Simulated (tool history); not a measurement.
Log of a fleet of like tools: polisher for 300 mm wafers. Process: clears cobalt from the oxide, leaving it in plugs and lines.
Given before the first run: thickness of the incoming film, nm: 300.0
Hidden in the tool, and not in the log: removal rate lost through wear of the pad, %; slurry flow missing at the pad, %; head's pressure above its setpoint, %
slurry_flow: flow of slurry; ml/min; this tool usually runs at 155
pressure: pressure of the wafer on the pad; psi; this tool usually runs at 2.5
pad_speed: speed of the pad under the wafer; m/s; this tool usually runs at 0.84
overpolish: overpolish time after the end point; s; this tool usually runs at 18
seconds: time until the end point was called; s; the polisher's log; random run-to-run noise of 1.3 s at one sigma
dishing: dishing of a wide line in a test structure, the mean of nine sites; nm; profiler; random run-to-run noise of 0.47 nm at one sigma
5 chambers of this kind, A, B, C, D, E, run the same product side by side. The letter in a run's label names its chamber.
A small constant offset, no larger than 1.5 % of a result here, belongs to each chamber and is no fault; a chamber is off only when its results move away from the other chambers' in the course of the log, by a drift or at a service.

run     day  slurry_flow  pressure  pad_speed  overpolish  wafers polished on this pad  hours since the slurry nozzle was cleaned  hours since the head pressure was calibrated  seconds  dishing
      0.129  -- chamber B: worn pad replaced by a new one
 1A   0.308          155       2.5       0.84          18                           83                                       17.7                                         783.1   71.457    44.81
 2C   0.579          155       2.5       0.84          18                          153                                      352.5                                        1254.6   67.721   45.033
      0.625  -- chamber D: worn pad replaced by a new one
 3D   1.021          155       2.5       0.84          18                          105                                      280.4                                        1259.3   70.084   44.321
      1.046  -- chamber D: head pressure recalibrated
      1.304  -- chamber C: head pressure recalibrated
 4B   1.412          155       2.5       0.84          18                          341                                      231.9                                         676.1    69.29   44.917
 5E   1.846          155       2.5       0.84          18                          746                                      229.8                                         141.1   69.928   44.372
      2.067  -- chamber E: worn pad replaced by a new one
 6E   2.158          155       2.5       0.62          27                           25                                      237.3                                         148.6    91.06   46.997
      2.183  -- chamber C: slurry nozzle cleaned
 7C   2.475          155       2.5       0.62          27                          656                                          7                                          28.1   96.487   46.544
 8A   2.721          155       2.5       0.62          27                          722                                       75.6                                           841    92.11   46.886
      2.925  -- chamber A: worn pad replaced by a new one
 9D   3.046          155       2.5       0.62          27                          642                                        329                                            48   95.099   46.843
      3.071  -- chamber B: slurry nozzle cleaned
10B   3.379          155       2.5       0.62          27                          862                                        7.5                                         723.3   92.035   48.363
      3.504  -- chamber D: worn pad replaced by a new one
      3.546  -- chamber C: worn pad replaced by a new one
11B   3.775          155       2.5       0.84          18                          967                                         17                                         732.8   66.412   44.634
      3.992  -- chamber B: worn pad replaced by a new one
12E   4.133          155       2.5       0.84          18                          548                                      284.7                                           196   69.678   45.145
13A   4.354          155       2.5       0.84           7                          379                                      114.8                                         880.2   70.272   24.211
14C   4.638          155       2.5       0.84           7                          290                                       58.9                                            80   71.254   24.103
15D   4.883          155       2.5       0.84           7                          366                                      373.1                                          92.1   69.724   23.227
      5.212  -- chamber E: worn pad replaced by a new one
16A   5.275          155       2.5       0.84           7                          623                                      136.9                                         902.3    68.29   23.934
17C   5.608          155       2.5       0.84           7                          548                                       82.2                                         103.3   67.844   23.639
      5.846  -- chamber A: worn pad replaced by a new one
18D     5.9          155       2.5       0.74          11                          636                                      397.5                                         116.5   76.935   30.648
19E     6.3          155       2.5       0.74          11                          289                                      336.7                                           248   76.106   30.496
      6.583  -- chamber D: worn pad replaced by a new one
20B   6.592          155       2.5       0.74          11                          690                                       84.6                                         800.4   78.877   31.137
21A   7.033          155       2.5       0.74          11                          315                                      179.1                                         944.5   78.958   30.269
22E   7.492          155       2.5       0.74          11                          605                                      365.3                                         276.6   81.566   30.793
      7.588  -- chamber A: slurry nozzle cleaned
      7.642  -- chamber B: worn pad replaced by a new one
      7.696  -- chamber C: worn pad replaced by a new one
23D   7.929          155       2.5       0.84          18                          357                                      446.2                                         165.2   68.715   44.107
24C   8.212          155       2.5       0.66          18                          137                                      144.7                                         165.8   89.332   39.292
      8.267  -- chamber E: worn pad replaced by a new one
      8.425  -- chamber A: worn pad replaced by a new one
      8.446  -- chamber B: head pressure recalibrated
25B     8.5          155       2.5       0.66          18                          227                                      130.4                                           1.3   89.258   39.336
26B   8.729          155       2.5       0.66          18                          288                                      135.9                                           6.8   86.658   40.101
      8.925  -- chamber E: slurry nozzle cleaned
27D   9.158          155       2.5       0.66          18                          683                                      475.7                                         194.7   87.806   38.985
28C   9.521          155       2.5       0.66          18                          484                                      176.1                                         197.2   86.077   40.068
      9.888  -- chamber D: worn pad replaced by a new one
29A   9.988          155       2.5       0.84          18                          415                                       57.7                                        1015.4   68.934    43.46
30E  10.283          155       2.5       0.84          18                          535                                       32.6                                         343.6   69.508   45.008
31A  10.729          155       2.5       0.84          18                          611                                       75.5                                        1033.2   71.269   44.876
     10.829  -- chamber B: worn pad replaced by a new one
32D  11.133          155       2.5       0.84          18                          330                                      523.1                                         242.1   67.563    45.11
33E  11.429          110       2.5       0.84          18                          839                                       60.1                                         371.1   75.355   42.065
     11.533  -- chamber C: worn pad replaced by a new one
     11.692  -- chamber A: worn pad replaced by a new one
34C  11.767          110       2.5       0.84          18                           62                                        230                                         251.1    75.75   42.766
     11.783  -- chamber E: worn pad replaced by a new one
35B  12.017          110       2.5       0.84          18                          315                                      214.8                                          85.7    75.68   43.323
36C  12.467          110       2.5       0.84          18                          248                                      246.8                                         267.9   74.747   42.533
     12.729  -- chamber D: worn pad replaced by a new one
37E    12.9          110       2.5       0.84          18                          296                                       95.4                                         406.4    73.03   42.918
     13.183  -- chamber B: slurry nozzle cleaned
38D  13.296          155       2.5       0.84          18                          151                                        575                                           294    67.84   44.567
39A  13.758          200       2.5       0.84          24                          548                                      148.2                                        1105.9   67.575   51.689
40B  14.162          200       2.5       0.84          24                          884                                       23.5                                         137.2   68.299   52.524
41A  14.588          200       2.5       0.84          24                          768                                      168.1                                        1125.8   68.885   51.667
     14.917  -- chamber C: worn pad replaced by a new one
42C  14.971          200       2.5       0.84          24                           14                                      306.9                                           328   66.028    52.26

Is one chamber off against the others, does the gauge drift, or is nothing wrong? If a chamber is off, say which, and what the likeliest cause is.

The fleet is healthy, with each chamber sitting at its usual small offset and no drift in the gauge.

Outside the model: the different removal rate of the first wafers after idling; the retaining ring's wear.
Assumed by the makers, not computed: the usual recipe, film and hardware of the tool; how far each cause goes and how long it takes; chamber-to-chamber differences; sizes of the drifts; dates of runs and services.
